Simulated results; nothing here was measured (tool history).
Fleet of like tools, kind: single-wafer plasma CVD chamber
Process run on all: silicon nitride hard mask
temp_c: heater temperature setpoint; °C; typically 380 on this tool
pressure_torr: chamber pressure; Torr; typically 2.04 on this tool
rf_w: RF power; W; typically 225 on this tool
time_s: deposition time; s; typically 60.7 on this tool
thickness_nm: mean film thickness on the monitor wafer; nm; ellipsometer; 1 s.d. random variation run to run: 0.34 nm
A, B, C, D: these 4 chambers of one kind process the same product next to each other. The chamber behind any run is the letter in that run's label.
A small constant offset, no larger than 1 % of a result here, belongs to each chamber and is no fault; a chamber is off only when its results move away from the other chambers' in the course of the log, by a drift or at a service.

run   hour  temp_c  pressure_torr  rf_w  time_s  hours since the last thermocouple change  hours since the last RF generator calibration  hours since the last manometer calibration  read-back reference wafer on the same gauge, thickness_nm  thickness_nm
       5.7  -- chamber D: thermocouple changed; heater temperature recalibrated
 1D    6.4     380           2.04   225    60.7                                       0.8                                          168.3                                      1383.9                                                     63.318        62.364
 2C   10.9     380           2.04   225    60.7                                       493                                          322.6                                      1096.3                                                     63.266        61.592
 3A     15     380           2.04   225    60.7                                    1079.5                                            683                                      1737.7                                                     63.401        60.983
 4B   20.6     380           2.04   225    60.7                                    1923.9                                            578                                      1508.6                                                     63.199        61.165
 5C   24.3     380           2.04   225    60.7                                     506.4                                            336                                      1109.7                                                     63.357        61.438
 6B   30.1     380           2.04   225    60.7                                    1933.4                                          587.5                                      1518.1                                                     63.255         61.71
 7D   34.7     380           2.04   225    60.7                                      29.1                                          196.6                                      1412.2                                                      63.28        61.918
 8A   39.9     380           2.04   225    60.7                                    1104.4                                          707.9                                      1762.6                                                     63.223        61.734
 9A   46.2     380           2.04   225    60.7                                    1110.7                                          714.2                                      1768.9                                                     63.223        61.095
10B   51.6     380           2.04   225    60.7                                    1954.9                                            609                                      1539.6                                                     63.288        61.821
11D   56.8     380           2.41   200    60.7                                      51.2                                          218.7                                      1434.3                                                      63.23        59.521
12C   60.2     380           2.41   200    60.7                                     542.3                                          371.9                                      1145.6                                                     63.285        58.462
13B     67     380           2.41   200    60.7                                    1970.3                                          624.4                                        1555                                                     63.349        59.245
14A   70.1     380           2.41   200    60.7                                    1134.6                                          738.1                                      1792.8                                                     63.258        58.382
15C   74.9     380           2.04   225    60.7                                       557                                          386.6                                      1160.3                                                     63.263        60.987
16D   78.5     380           2.04   225    60.7                                      72.9                                          240.4                                        1456                                                     63.349        61.977
17B     85     380           2.04   225    60.7                                    1988.3                                          642.4                                        1573                                                     63.332        60.647
18A   90.5     380           2.04   225    60.7                                      1155                                          758.5                                      1813.2                                                     63.304        60.878
19C   95.8     380           2.04   225    60.7                                     577.9                                          407.5                                      1181.2                                                      63.41        61.227
20D   99.8     380           2.04   225    60.7                                      94.2                                          261.7                                      1477.3                                                     63.211        61.574
21A  103.5     380           2.04   225    60.7                                      1168                                          771.5                                      1826.2                                                      63.37        61.037
22C  107.1     380           2.04   200    71.9                                     589.2                                          418.8                                      1192.5                                                     63.335        66.676
23B  113.4     380           2.04   200    71.9                                    2016.7                                          670.8                                      1601.4                                                     63.313        66.889
24D  119.8     380           2.04   200    71.9                                     114.2                                          281.7                                      1497.3                                                     63.259        67.609
25A    123     380           2.04   200    71.9                                    1187.5                                            791                                      1845.7                                                     63.395        66.397
26B  126.3     380           2.04   225    60.7                                    2029.6                                          683.7                                      1614.3                                                     63.355        61.613
27D  130.5     380           2.04   225    60.7                                     124.9                                          292.4                                        1508                                                     63.236        62.038
28C  135.4     380           2.04   225    60.7                                     617.5                                          447.1                                      1220.8                                                     63.328         61.24
29A  138.8     380           2.04   225    60.7                                    1203.3                                          806.8                                      1861.5                                                     63.353        60.717
30D  142.3     380           2.04   225    60.7                                     136.7                                          304.2                                      1519.8                                                     63.338        61.666
31C  147.2     380           2.04   225    60.7                                     629.3                                          458.9                                      1232.6                                                     63.286        60.951

All chambers now run identical settings, listed one chamber a line with results as question marks. What results will each chamber show?
32A  152.3     380           2.42   225    60.7                                                                                                                                                                                                             ?
32B  152.3     380           2.42   225    60.7                                                                                                                                                                                                             ?
32C  152.3     380           2.42   225    60.7                                                                                                                                                                                                             ?
32D  152.3     380           2.42   225    60.7                                                                                                                                                                                                             ?

run  thickness_nm
32A        64.484
32B        64.985
32C        63.824
32D        65.047

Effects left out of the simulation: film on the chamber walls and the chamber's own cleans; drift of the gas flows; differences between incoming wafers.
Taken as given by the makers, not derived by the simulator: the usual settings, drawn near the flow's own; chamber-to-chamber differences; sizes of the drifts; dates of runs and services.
